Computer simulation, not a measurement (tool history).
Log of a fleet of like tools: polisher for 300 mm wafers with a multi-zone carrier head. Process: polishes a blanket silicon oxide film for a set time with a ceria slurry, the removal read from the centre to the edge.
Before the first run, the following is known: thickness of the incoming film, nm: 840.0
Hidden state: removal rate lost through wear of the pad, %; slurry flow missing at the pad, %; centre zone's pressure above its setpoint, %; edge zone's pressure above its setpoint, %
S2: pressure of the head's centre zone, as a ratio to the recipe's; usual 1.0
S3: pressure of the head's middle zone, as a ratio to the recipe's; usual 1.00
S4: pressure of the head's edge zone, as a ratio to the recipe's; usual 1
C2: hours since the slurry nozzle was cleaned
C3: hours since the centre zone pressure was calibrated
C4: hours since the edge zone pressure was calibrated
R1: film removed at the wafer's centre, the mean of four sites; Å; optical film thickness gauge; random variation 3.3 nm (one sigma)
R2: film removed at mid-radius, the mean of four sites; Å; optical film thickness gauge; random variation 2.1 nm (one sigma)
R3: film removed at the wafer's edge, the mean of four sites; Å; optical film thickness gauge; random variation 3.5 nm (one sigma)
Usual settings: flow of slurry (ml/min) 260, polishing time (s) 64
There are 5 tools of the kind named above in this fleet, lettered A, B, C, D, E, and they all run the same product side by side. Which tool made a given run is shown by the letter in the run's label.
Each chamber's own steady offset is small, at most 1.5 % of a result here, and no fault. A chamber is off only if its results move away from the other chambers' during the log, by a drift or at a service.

-- day=0.425 chamber C: worn pad replaced by a new one
-- day=0.454 chamber D: worn pad replaced by a new one
run 1C day=0.529 | flow_of_slurry_(ml/min)=260 S2=1.0 S3=1.00 S4=1 polishing_time_(s)=64 | wafers_polished_on_this_pad=32 C2=592.0 C3=322.5 C4=1112.2 | R1=2661.4 R2=2628.7 R3=2597.3
-- day=1.008 chamber E: centre zone pressure recalibrated
run 2D day=1.042 | flow_of_slurry_(ml/min)=260 S2=1.0 S3=1.00 S4=1 polishing_time_(s)=64 | wafers_polished_on_this_pad=180 C2=262.1 C3=320.5 C4=1247.1 | R1=2622.7 R2=2620.8 R3=2664.7
-- day=1.467 chamber E: worn pad replaced by a new one
run 3E day=1.492 | flow_of_slurry_(ml/min)=260 S2=1.0 S3=1.00 S4=1 polishing_time_(s)=64 | wafers_polished_on_this_pad=8 C2=396.3 C3=11.6 C4=55.8 | R1=2602.9 R2=2605.9 R3=2664.6
-- day=1.858 chamber E: slurry nozzle cleaned
-- day=1.925 chamber C: slurry nozzle cleaned
run 4A day=2.100 | flow_of_slurry_(ml/min)=260 S2=1.0 S3=1.00 S4=1 polishing_time_(s)=64 | wafers_polished_on_this_pad=830 C2=346.1 C3=883.2 C4=176.6 | R1=2634.6 R2=2610.5 R3=2666.8
-- day=2.371 chamber B: slurry nozzle cleaned
-- day=2.417 chamber B: edge zone pressure recalibrated
-- day=2.475 chamber D: slurry nozzle cleaned
run 5B day=2.712 | flow_of_slurry_(ml/min)=260 S2=0.9 S3=1.00 S4=1 polishing_time_(s)=64 | wafers_polished_on_this_pad=947 C2=8.2 C3=401.0 C4=7.2 | R1=2353.7 R2=2590.9 R3=2566.9
run 6B day=3.358 | flow_of_slurry_(ml/min)=260 S2=0.9 S3=1.00 S4=1 polishing_time_(s)=64 | wafers_polished_on_this_pad=1145 C2=23.7 C3=416.5 C4=22.7 | R1=2286.9 R2=2619.2 R3=2601.0
-- day=3.762 chamber D: centre zone pressure recalibrated
run 7E day=3.975 | flow_of_slurry_(ml/min)=260 S2=0.9 S3=1.00 S4=1 polishing_time_(s)=64 | wafers_polished_on_this_pad=770 C2=50.9 C3=71.2 C4=115.4 | R1=2264.1 R2=2622.9 R3=2614.1
-- day=4.154 chamber A: worn pad replaced by a new one
-- day=4.388 chamber B: worn pad replaced by a new one
-- day=4.446 chamber D: worn pad replaced by a new one
run 8A day=4.538 | flow_of_slurry_(ml/min)=260 S2=0.9 S3=1.00 S4=1 polishing_time_(s)=64 | wafers_polished_on_this_pad=117 C2=404.6 C3=941.7 C4=235.1 | R1=2300.8 R2=2549.3 R3=2609.8
-- day=4.588 chamber C: worn pad replaced by a new one
run 9D day=4.917 | flow_of_slurry_(ml/min)=260 S2=0.9 S3=1.00 S4=1 polishing_time_(s)=64 | wafers_polished_on_this_pad=144 C2=58.7 C3=27.7 C4=1340.1 | R1=2333.4 R2=2605.9 R3=2603.9
run 10C day=5.267 | flow_of_slurry_(ml/min)=260 S2=1.0 S3=1.00 S4=1 polishing_time_(s)=64 | wafers_polished_on_this_pad=208 C2=80.2 C3=436.2 C4=1225.9 | R1=2549.2 R2=2588.2 R3=2512.0
-- day=5.375 chamber D: edge zone pressure recalibrated
-- day=5.662 chamber E: worn pad replaced by a new one
run 11D day=5.888 | flow_of_slurry_(ml/min)=185 S2=1.0 S3=1.05 S4=1 polishing_time_(s)=64 | wafers_polished_on_this_pad=442 C2=82.0 C3=51.0 C4=12.4 | R1=2439.7 R2=2600.6 R3=2538.7
run 12A day=6.212 | flow_of_slurry_(ml/min)=185 S2=1.0 S3=1.05 S4=1 polishing_time_(s)=64 | wafers_polished_on_this_pad=631 C2=444.8 C3=981.9 C4=275.3 | R1=2428.7 R2=2568.7 R3=2480.1
run 13C day=6.612 | flow_of_slurry_(ml/min)=185 S2=1.0 S3=1.05 S4=1 polishing_time_(s)=64 | wafers_polished_on_this_pad=621 C2=112.5 C3=468.5 C4=1258.2 | R1=2395.6 R2=2588.1 R3=2513.3
run 14B day=7.146 | flow_of_slurry_(ml/min)=185 S2=1.0 S3=1.05 S4=1 polishing_time_(s)=64 | wafers_polished_on_this_pad=847 C2=114.6 C3=507.4 C4=113.6 | R1=2489.1 R2=2580.3 R3=2517.0
run 15E day=7.738 | flow_of_slurry_(ml/min)=185 S2=1.0 S3=1.05 S4=1 polishing_time_(s)=64 | wafers_polished_on_this_pad=637 C2=141.2 C3=161.5 C4=205.7 | R1=2462.7 R2=2618.0 R3=2521.8
-- day=8.004 chamber A: worn pad replaced by a new one
run 16A day=8.158 | flow_of_slurry_(ml/min)=260 S2=1.0 S3=1.00 S4=1 polishing_time_(s)=64 | wafers_polished_on_this_pad=47 C2=491.5 C3=1028.6 C4=322.0 | R1=2592.0 R2=2559.1 R3=2579.3
-- day=8.308 chamber B: worn pad replaced by a new one
run 17E day=8.642 | flow_of_slurry_(ml/min)=260 S2=1.0 S3=1.00 S4=1 polishing_time_(s)=64 | wafers_polished_on_this_pad=915 C2=162.9 C3=183.2 C4=227.4 | R1=2597.8 R2=2602.1 R3=2578.2
-- day=8.912 chamber C: worn pad replaced by a new one
-- day=8.971 chamber D: worn pad replaced by a new one
run 18D day=9.125 | flow_of_slurry_(ml/min)=260 S2=1.0 S3=1.00 S4=1 polishing_time_(s)=64 | wafers_polished_on_this_pad=48 C2=159.7 C3=128.7 C4=90.1 | R1=2623.1 R2=2611.9 R3=2643.1
run 19B day=9.779 | flow_of_slurry_(ml/min)=260 S2=1.0 S3=1.00 S4=1 polishing_time_(s)=64 | wafers_polished_on_this_pad=452 C2=177.8 C3=570.6 C4=176.8 | R1=2571.3 R2=2565.5 R3=2617.6
-- day=9.788 chamber A: centre zone pressure recalibrated
-- day=10.292 chamber E: worn pad replaced by a new one
run 20C day=10.417 | flow_of_slurry_(ml/min)=260 S2=1.0 S3=1.00 S4=1 polishing_time_(s)=64 | wafers_polished_on_this_pad=462 C2=203.8 C3=559.8 C4=1349.5 | R1=2672.4 R2=2592.9 R3=2564.4
run 21C day=10.933 | flow_of_slurry_(ml/min)=260 S2=1.0 S3=1.00 S4=1 polishing_time_(s)=64 | wafers_polished_on_this_pad=621 C2=216.2 C3=572.2 C4=1361.9 | R1=2701.0 R2=2581.6 R3=2575.7
run 22E day=11.425 | flow_of_slurry_(ml/min)=260 S2=1.0 S3=0.89 S4=1 polishing_time_(s)=73 | wafers_polished_on_this_pad=348 C2=229.7 C3=250.0 C4=294.2 | R1=3004.2 R2=2655.0 R3=3028.0
run 23A day=11.896 | flow_of_slurry_(ml/min)=260 S2=1.0 S3=0.89 S4=1 polishing_time_(s)=73 | wafers_polished_on_this_pad=1194 C2=581.2 C3=50.6 C4=411.7 | R1=2892.5 R2=2605.8 R3=2954.8
-- day=12.100 chamber A: worn pad replaced by a new one
run 24B day=12.338 | flow_of_slurry_(ml/min)=260 S2=1.0 S3=0.89 S4=1 polishing_time_(s)=73 | wafers_polished_on_this_pad=1237 C2=239.2 C3=632.0 C4=238.2 | R1=2959.8 R2=2666.7 R3=2976.7
-- day=12.592 chamber D: slurry nozzle cleaned
-- day=12.658 chamber B: worn pad replaced by a new one
run 25D day=12.775 | flow_of_slurry_(ml/min)=260 S2=1.0 S3=0.89 S4=1 polishing_time_(s)=73 | wafers_polished_on_this_pad=1168 C2=4.5 C3=216.3 C4=177.7 | R1=2956.4 R2=2686.5 R3=3010.9
run 26C day=13.225 | flow_of_slurry_(ml/min)=260 S2=1.0 S3=0.89 S4=1 polishing_time_(s)=73 | wafers_polished_on_this_pad=1324 C2=271.2 C3=627.2 C4=1416.9 | R1=3074.4 R2=2659.8 R3=2897.2
-- day=13.446 chamber C: worn pad replaced by a new one
run 27D day=13.688 | flow_of_slurry_(ml/min)=260 S2=1.0 S3=1.00 S4=1 polishing_time_(s)=64 | wafers_polished_on_this_pad=1448 C2=26.4 C3=238.2 C4=199.6 | R1=2546.6 R2=2620.9 R3=2617.5
-- day=13.892 chamber D: worn pad replaced by a new one
-- day=13.925 chamber A: slurry nozzle cleaned
run 28B day=14.262 | flow_of_slurry_(ml/min)=260 S2=1.0 S3=1.10 S4=1 polishing_time_(s)=64 | wafers_polished_on_this_pad=493 C2=285.4 C3=678.2 C4=284.4 | R1=2565.7 R2=2828.1 R3=2612.8
run 29E day=14.658 | flow_of_slurry_(ml/min)=260 S2=1.0 S3=1.10 S4=1 polishing_time_(s)=64 | wafers_polished_on_this_pad=1340 C2=307.3 C3=327.6 C4=371.8 | R1=2618.1 R2=2830.3 R3=2565.4
-- day=14.750 chamber E: worn pad replaced by a new one
-- day=14.758 chamber B: slurry nozzle cleaned
run 30A day=15.046 | flow_of_slurry_(ml/min)=260 S2=1.0 S3=1.10 S4=1 polishing_time_(s)=64 | wafers_polished_on_this_pad=904 C2=27.0 C3=126.2 C4=487.3 | R1=2542.8 R2=2772.5 R3=2590.2
run 31C day=15.612 | flow_of_slurry_(ml/min)=260 S2=1.0 S3=1.10 S4=1 polishing_time_(s)=64 | wafers_polished_on_this_pad=665 C2=328.5 C3=684.5 C4=1474.2 | R1=2749.2 R2=2818.5 R3=2511.2
run 32E day=16.188 | flow_of_slurry_(ml/min)=260 S2=1.0 S3=1.10 S4=1 polishing_time_(s)=64 | wafers_polished_on_this_pad=442 C2=344.0 C3=364.3 C4=408.5 | R1=2574.3 R2=2835.8 R3=2563.4
-- day=16.371 chamber A: worn pad replaced by a new one
run 33A day=16.646 | flow_of_slurry_(ml/min)=260 S2=1.0 S3=1.00 S4=1 polishing_time_(s)=64 | wafers_polished_on_this_pad=85 C2=65.4 C3=164.6 C4=525.7 | R1=2568.9 R2=2566.2 R3=2600.1
-- day=16.846 chamber B: worn pad replaced by a new one
run 34D day=17.296 | flow_of_slurry_(ml/min)=260 S2=1.0 S3=1.00 S4=1 polishing_time_(s)=64 | wafers_polished_on_this_pad=1044 C2=113.0 C3=324.8 C4=286.2 | R1=2654.1 R2=2597.9 R3=2608.3
-- day=17.529 chamber C: worn pad replaced by a new one
run 35B day=17.592 | flow_of_slurry_(ml/min)=260 S2=1.0 S3=1.00 S4=1 polishing_time_(s)=64 | wafers_polished_on_this_pad=229 C2=68.1 C3=758.1 C4=364.3 | R1=2593.9 R2=2585.1 R3=2581.8
-- day=17.608 chamber E: centre zone pressure recalibrated
-- day=18.100 chamber D: worn pad replaced by a new one
run 36B day=18.229 | flow_of_slurry_(ml/min)=260 S2=1.0 S3=1.00 S4=1 polishing_time_(s)=64 | wafers_polished_on_this_pad=425 C2=83.4 C3=773.4 C4=379.6 | R1=2575.5 R2=2560.6 R3=2619.7
-- day=18.275 chamber E: slurry nozzle cleaned
run 37A day=18.800 | flow_of_slurry_(ml/min)=260 S2=1.0 S3=1.00 S4=1 polishing_time_(s)=64 | wafers_polished_on_this_pad=746 C2=117.1 C3=216.3 C4=577.4 | R1=2580.1 R2=2575.2 R3=2545.6
-- day=18.812 chamber E: worn pad replaced by a new one
run 38E day=19.238 | flow_of_slurry_(ml/min)=260 S2=1.0 S3=1.00 S4=1 polishing_time_(s)=64 | wafers_polished_on_this_pad=131 C2=23.2 C3=39.1 C4=481.7 | R1=2574.9 R2=2591.7 R3=2558.3
run 39C day=19.688 | flow_of_slurry_(ml/min)=260 S2=1.0 S3=1.00 S4=1 polishing_time_(s)=64 | wafers_polished_on_this_pad=663 C2=426.3 C3=782.3 C4=1572.0 | R1=2829.7 R2=2568.4 R3=2585.1
-- day=20.208 chamber A: worn pad replaced by a new one
run 40D day=20.296 | flow_of_slurry_(ml/min)=260 S2=1.0 S3=1.00 S4=1 polishing_time_(s)=64 | wafers_polished_on_this_pad=673 C2=185.0 C3=396.8 C4=358.2 | R1=2591.7 R2=2571.9 R3=2535.2
-- day=20.354 chamber D: centre zone pressure recalibrated
run 41A day=20.646 | flow_of_slurry_(ml/min)=260 S2=1.0 S3=1.00 S4=1 polishing_time_(s)=64 | wafers_polished_on_this_pad=134 C2=161.4 C3=260.6 C4=621.7 | R1=2645.7 R2=2528.2 R3=2566.7
run 42D day=21.179 | flow_of_slurry_(ml/min)=260 S2=1.0 S3=1.00 S4=1 polishing_time_(s)=64 | wafers_polished_on_this_pad=944 C2=206.2 C3=19.8 C4=379.4 | R1=2610.6 R2=2577.0 R3=2615.1

What goes on in this fleet: one chamber off, a drifting gauge, or nothing beyond the chambers' own small offsets? Name the chamber and the cause, if any.

Little by little, chamber C moves away from the other chambers.
Cause: centre zone's pressure above its setpoint, % = 10.6.

Below are 4 candidate recipes for chamber C's next run, each the usual settings with a change, their results shown as question marks. Which of them brings C's results back in line with what the other chambers give on the usual settings?
Maximum distance from the other chambers' mean on the usual settings for a result to count as in line: R1 110.0 Å; R2 75.0 Å; R3 120.0 Å
run 43C-1 day=21.654 | flow_of_slurry_(ml/min)=275 S2=1.17 S3=0.99 S4=0.92 polishing_time_(s)=65 | R1=? R2=? R3=?
run 43C-2 day=21.654 | flow_of_slurry_(ml/min)=265 S2=1.10 S3=1.00 S4=0.96 polishing_time_(s)=64 | R1=? R2=? R3=?
run 43C-3 day=21.654 | flow_of_slurry_(ml/min)=245 S2=0.84 S3=1.01 S4=1.07 polishing_time_(s)=64 | R1=? R2=? R3=?
run 43C-4 day=21.654 | flow_of_slurry_(ml/min)=255 S2=0.90 S3=1.00 S4=1.04 polishing_time_(s)=64 | R1=? R2=? R3=?

Average result of the remaining chambers running the usual settings: R1 2592.7 Å; R2 2584.7 Å; R3 2595.9 Å
run=43C-1 R1=3500.1 R2=2623.6 R3=2470.2
run=43C-2 R1=3211.8 R2=2598.0 R3=2477.8
run=43C-3 R1=2372.9 R2=2602.6 R3=2606.0
run=43C-4 R1=2572.2 R2=2589.9 R3=2575.7
With 43C-4, the chamber falls back in line with the rest.
